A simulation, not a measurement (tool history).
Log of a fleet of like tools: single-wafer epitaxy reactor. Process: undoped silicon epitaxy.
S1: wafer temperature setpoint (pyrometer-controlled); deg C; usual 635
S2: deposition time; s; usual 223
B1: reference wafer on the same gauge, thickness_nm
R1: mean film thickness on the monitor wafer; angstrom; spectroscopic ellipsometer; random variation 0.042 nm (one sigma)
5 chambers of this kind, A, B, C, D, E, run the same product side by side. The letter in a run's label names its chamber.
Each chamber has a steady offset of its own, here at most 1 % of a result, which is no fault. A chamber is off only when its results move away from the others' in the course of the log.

run	hour	S1	S2	B1	R1
1B	7.1	635	223	27.403	266.72
2A	14.0	635	223	27.395	269.53
3C	25.0	635	223	27.379	268.79
4D	32.7	635	223	27.385	268.13
5E	40.7	635	223	27.371	268.52
6A	48.8	635	223	27.370	268.89
7C	56.8	635	223	27.370	268.62
8D	64.8	635	223	27.370	268.21
9E	74.8	635	223	27.348	267.85
10B	85.4	635	223	27.356	266.03
11C	96.3	635	223	27.344	267.85
12D	101.6	635	223	27.338	267.19
13B	107.6	635	223	27.335	265.89
14E	118.1	635	223	27.328	268.52
15A	124.1	635	223	27.319	268.30
16E	131.1	621	245	27.318	214.53
17B	140.8	621	245	27.308	211.24
18C	147.0	621	245	27.322	213.49
19A	152.7	621	245	27.311	213.01
20D	161.9	621	245	27.309	213.03
21E	172.7	635	223	27.293	267.77
# hour 172.8: chamber C: pyrometer calibrated
22D	179.2	635	223	27.298	267.52
23C	188.9	635	223	27.289	268.80
24A	199.8	635	223	27.287	268.01
25B	207.4	635	223	27.282	265.28
26A	218.1	635	223	27.265	268.59
27C	224.0	635	223	27.266	267.94
28E	232.3	635	223	27.261	267.62
29B	240.3	635	223	27.266	265.30
30D	250.2	635	223	27.246	266.33
# hour 251.3: chamber E: pyrometer calibrated
31C	260.7	635	223	27.258	268.49
32B	268.8	629	261	27.246	269.71
33D	274.4	629	261	27.243	272.07
34A	279.9	629	261	27.234	272.44
35E	287.7	629	261	27.240	273.63
36E	297.5	629	261	27.223	273.38

Is one chamber off against the others, does the gauge drift, or is nothing wrong? If a chamber is off, say which, and what the likeliest cause is.

The gauge drifts, so all chambers seem to drift together. No chamber is off.
Cause: gauge reads low (%) = 0.649.
